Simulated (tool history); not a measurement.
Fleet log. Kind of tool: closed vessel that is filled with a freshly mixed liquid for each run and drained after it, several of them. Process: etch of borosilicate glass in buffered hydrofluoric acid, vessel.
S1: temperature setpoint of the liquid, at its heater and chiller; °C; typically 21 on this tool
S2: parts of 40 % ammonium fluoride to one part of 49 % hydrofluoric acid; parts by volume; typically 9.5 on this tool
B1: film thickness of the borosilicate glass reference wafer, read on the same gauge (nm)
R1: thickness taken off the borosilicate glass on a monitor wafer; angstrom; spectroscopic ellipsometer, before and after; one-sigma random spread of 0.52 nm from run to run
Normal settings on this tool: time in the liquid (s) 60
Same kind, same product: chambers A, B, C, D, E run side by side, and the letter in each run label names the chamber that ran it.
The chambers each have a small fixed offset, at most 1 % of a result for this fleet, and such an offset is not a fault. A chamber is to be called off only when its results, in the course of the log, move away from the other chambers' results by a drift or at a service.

run 1D day=0.412 | S1=21 S2=9.5 time_in_the_liquid_(s)=60 | B1=79.993 | R1=654.09
run 2B day=0.862 | S1=21 S2=9.5 time_in_the_liquid_(s)=60 | B1=80.003 | R1=656.15
run 3A day=1.121 | S1=21 S2=9.5 time_in_the_liquid_(s)=60 | B1=80.022 | R1=647.27
run 4C day=1.525 | S1=21 S2=9.5 time_in_the_liquid_(s)=60 | B1=80.014 | R1=648.05
run 5E day=2.012 | S1=21 S2=9.5 time_in_the_liquid_(s)=60 | B1=80.008 | R1=661.51
run 6E day=2.379 | S1=21 S2=9.5 time_in_the_liquid_(s)=60 | B1=79.993 | R1=656.49
run 7B day=2.625 | S1=21 S2=9.5 time_in_the_liquid_(s)=60 | B1=80.016 | R1=656.48
-- day=3.062 chamber A: hydrofluoric acid flow meter replaced
run 8C day=3.092 | S1=25 S2=9.5 time_in_the_liquid_(s)=45 | B1=79.995 | R1=612.69
run 9A day=3.462 | S1=25 S2=9.5 time_in_the_liquid_(s)=45 | B1=80.003 | R1=615.06
run 10D day=3.812 | S1=25 S2=9.5 time_in_the_liquid_(s)=45 | B1=79.988 | R1=602.33
run 11A day=4.229 | S1=25 S2=9.5 time_in_the_liquid_(s)=45 | B1=80 | R1=612.15
run 12E day=4.512 | S1=25 S2=9.5 time_in_the_liquid_(s)=45 | B1=80.01 | R1=602.44
run 13D day=4.767 | S1=21 S2=9.5 time_in_the_liquid_(s)=60 | B1=79.999 | R1=650.49
run 14B day=5.017 | S1=21 S2=9.5 time_in_the_liquid_(s)=60 | B1=79.995 | R1=650.83
run 15C day=5.521 | S1=21 S2=9.5 time_in_the_liquid_(s)=60 | B1=80.01 | R1=650.09
run 16E day=5.858 | S1=21 S2=9.5 time_in_the_liquid_(s)=60 | B1=80.008 | R1=653.82
run 17B day=6.229 | S1=21 S2=9.5 time_in_the_liquid_(s)=60 | B1=80.005 | R1=649.47
run 18C day=6.733 | S1=21 S2=9.5 time_in_the_liquid_(s)=60 | B1=80.005 | R1=650.46
run 19A day=7.246 | S1=21 S2=9.5 time_in_the_liquid_(s)=60 | B1=80.009 | R1=654.9
run 20D day=7.754 | S1=21 S2=9.5 time_in_the_liquid_(s)=60 | B1=79.999 | R1=653.3
run 21A day=8.262 | S1=21 S2=8 time_in_the_liquid_(s)=35 | B1=79.992 | R1=450.34
run 22B day=8.779 | S1=21 S2=8 time_in_the_liquid_(s)=35 | B1=79.992 | R1=452.61
run 23C day=9.15 | S1=21 S2=8 time_in_the_liquid_(s)=35 | B1=80 | R1=447.58
run 24D day=9.404 | S1=21 S2=8 time_in_the_liquid_(s)=35 | B1=80.001 | R1=440.6
run 25E day=9.675 | S1=21 S2=8 time_in_the_liquid_(s)=35 | B1=80.012 | R1=452.29
run 26A day=10.038 | S1=21 S2=9.5 time_in_the_liquid_(s)=60 | B1=80 | R1=652.5
run 27B day=10.488 | S1=21 S2=9.5 time_in_the_liquid_(s)=60 | B1=79.994 | R1=650.45
run 28C day=10.954 | S1=21 S2=9.5 time_in_the_liquid_(s)=60 | B1=80 | R1=659.88
run 29E day=11.333 | S1=21 S2=9.5 time_in_the_liquid_(s)=60 | B1=80.001 | R1=657.63
run 30D day=11.604 | S1=22.5 S2=11 time_in_the_liquid_(s)=60 | B1=80.01 | R1=607.89
run 31D day=12.033 | S1=22.5 S2=11 time_in_the_liquid_(s)=60 | B1=80.005 | R1=613.29
run 32E day=12.429 | S1=22.5 S2=11 time_in_the_liquid_(s)=60 | B1=80.016 | R1=635.25
run 33C day=12.954 | S1=22.5 S2=11 time_in_the_liquid_(s)=60 | B1=80.001 | R1=620.44
run 34B day=13.392 | S1=22.5 S2=11 time_in_the_liquid_(s)=60 | B1=80.001 | R1=634.97
run 35A day=13.725 | S1=21 S2=9.5 time_in_the_liquid_(s)=60 | B1=79.993 | R1=655.81
run 36B day=14.112 | S1=21 S2=9.5 time_in_the_liquid_(s)=60 | B1=79.995 | R1=653.33
run 37D day=14.596 | S1=21 S2=9.5 time_in_the_liquid_(s)=60 | B1=79.989 | R1=628.14
run 38E day=15.054 | S1=21 S2=9.5 time_in_the_liquid_(s)=60 | B1=80.017 | R1=655.98
run 39A day=15.333 | S1=21 S2=9.5 time_in_the_liquid_(s)=60 | B1=80.031 | R1=653
run 40C day=15.754 | S1=21 S2=9.5 time_in_the_liquid_(s)=60 | B1=79.98 | R1=661.32

One chamber off, gauge drift, or nothing amiss beyond the chambers' own small offsets? If it is a chamber, which one, and what is the likeliest cause?

Little by little, chamber D moves away from the other chambers.
Likeliest cause: liquid colder than its thermometer reads (K) = 0.765.
Not necessarily distinguishable in this log from: hydrofluoric acid flow below the setpoint (%).

Which of the 4 candidates below, each the usual settings with something changed and its results left as question marks, puts chamber D back in line with what the other chambers give on the usual settings?
Maximum distance from the other chambers' mean on the usual settings for a result to count as in line: R1 18 angstrom
run 41D-1 day=16.138 | S1=21 S2=9 time_in_the_liquid_(s)=60 | R1=?
run 41D-2 day=16.138 | S1=21 S2=9.5 time_in_the_liquid_(s)=55 | R1=?
run 41D-3 day=16.138 | S1=22.5 S2=9.5 time_in_the_liquid_(s)=60 | R1=?
run 41D-4 day=16.138 | S1=21 S2=10 time_in_the_liquid_(s)=60 | R1=?

Usual-settings mean across the other chambers: R1 655.57 angstrom
run=41D-1 R1=654.38
run=41D-2 R1=579.55
run=41D-3 R1=687.09
run=41D-4 R1=611.89
41D-1 puts the chamber back in line with the other chambers.
